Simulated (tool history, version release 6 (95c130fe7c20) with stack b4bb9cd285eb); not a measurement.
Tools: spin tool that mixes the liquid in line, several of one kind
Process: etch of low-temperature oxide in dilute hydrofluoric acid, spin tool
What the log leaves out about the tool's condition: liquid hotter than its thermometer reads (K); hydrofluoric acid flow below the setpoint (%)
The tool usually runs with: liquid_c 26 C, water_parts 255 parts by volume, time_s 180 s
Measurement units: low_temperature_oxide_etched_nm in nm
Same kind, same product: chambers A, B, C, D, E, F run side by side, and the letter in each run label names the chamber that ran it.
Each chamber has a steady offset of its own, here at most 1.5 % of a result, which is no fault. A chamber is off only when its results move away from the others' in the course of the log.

run	hour	liquid_c	water_parts	time_s	hours since the thermometer was replaced	hours since the hydrofluoric acid flow meter was replaced	read-back film thickness of the low-temperature oxide reference wafer, read on the same gauge (nm)	low_temperature_oxide_etched_nm
# hour 7.1: chamber B: hydrofluoric acid flow meter replaced
1F	10.2	26	255	180	1040.7	413.7	50.024	6.7964
2E	17.1	26	255	180	36.9	774.8	50.032	6.8511
3B	27.5	26	255	180	976.7	20.4	50.043	6.8779
4D	35.2	26	255	180	632.8	138.5	50.007	6.8445
5C	41.3	26	255	180	895.2	296.7	50.001	6.6999
6A	47.0	26	255	180	1747.7	1732.3	50.004	6.9068
7C	53.0	26	255	180	906.9	308.4	49.994	6.7303
8E	61.9	26	255	180	81.7	819.6	49.976	6.8116
9A	71.0	26	255	140	1771.7	1756.3	49.960	5.3455
10D	77.9	26	255	140	675.5	181.2	50.020	5.3909
11B	85.8	26	255	140	1035.0	78.7	50.028	5.2627
12F	94.7	26	255	140	1125.2	498.2	50.009	5.3244
13F	101.7	26	255	140	1132.2	505.2	50.033	5.2434
14C	112.9	26	255	140	966.8	368.3	49.976	5.2868
# hour 113.4: chamber B: thermometer replaced
15D	119.4	26	255	180	717.0	222.7	49.997	6.8053
16A	129.9	26	255	180	1830.6	1815.2	49.976	6.7744
17B	135.9	26	255	180	22.6	128.8	50.018	6.7429
18E	144.6	26	255	180	164.4	902.3	50.031	6.8572
# hour 145.0: chamber F: hydrofluoric acid flow meter replaced
19C	155.3	26	255	180	1009.2	410.7	50.007	6.7620
20E	166.2	26	255	180	186.0	923.9	49.972	6.8008
21F	172.5	26	255	180	1203.0	27.6	49.991	6.8208
22A	178.6	26	255	180	1879.3	1863.9	50.039	6.7811
23D	189.6	26	255	180	787.2	292.9	50.016	6.8801
24B	194.7	26	255	180	81.4	187.6	49.957	6.7029
25A	204.5	26	255	180	1905.2	1889.8	49.968	6.8082
26F	213.8	26	255	180	1244.3	68.9	50.009	6.8057
27B	221.3	26	255	180	108.0	214.2	50.017	6.7020
28E	229.0	26	255	180	248.8	986.7	49.981	6.8312
29D	240.3	26	255	180	837.9	343.6	49.978	6.8203
# hour 243.5: chamber F: thermometer replaced
30C	250.8	26	255	180	1104.7	506.2	49.975	6.8398
31F	256.2	26	255	180	12.8	111.3	50.032	6.8194
32B	265.6	26	255	180	152.3	258.5	49.970	6.6401
33E	273.0	26	255	85	292.8	1030.7	49.978	3.1977
34D	282.3	26	255	85	879.9	385.6	49.983	3.2601
35C	291.7	26	255	85	1145.6	547.1	49.987	3.1926
36A	302.7	26	255	85	2003.4	1988.0	49.983	3.2380
37E	309.1	26	255	85	328.9	1066.8	49.955	3.2147
# hour 314.1: chamber A: thermometer replaced
38A	316.6	26	255	85	2.5	2001.9	50.012	3.1836
39C	322.9	26	255	180	1176.8	578.3	49.991	6.7586
40F	331.3	26	255	180	87.9	186.4	50.002	6.8064
41B	341.1	26	255	180	227.8	334.0	50.002	6.7203

Next, all 6 chambers run the settings below, one line each with question marks for the results. What does each chamber give?
42A	349.3	26	255	115				?
42B	349.3	26	255	115				?
42C	349.3	26	255	115				?
42D	349.3	26	255	115				?
42E	349.3	26	255	115				?
42F	349.3	26	255	115				?

run	low_temperature_oxide_etched_nm
42A	4.3112
42B	4.3611
42C	4.3408
42D	4.3480
42E	4.3171
42F	4.4332
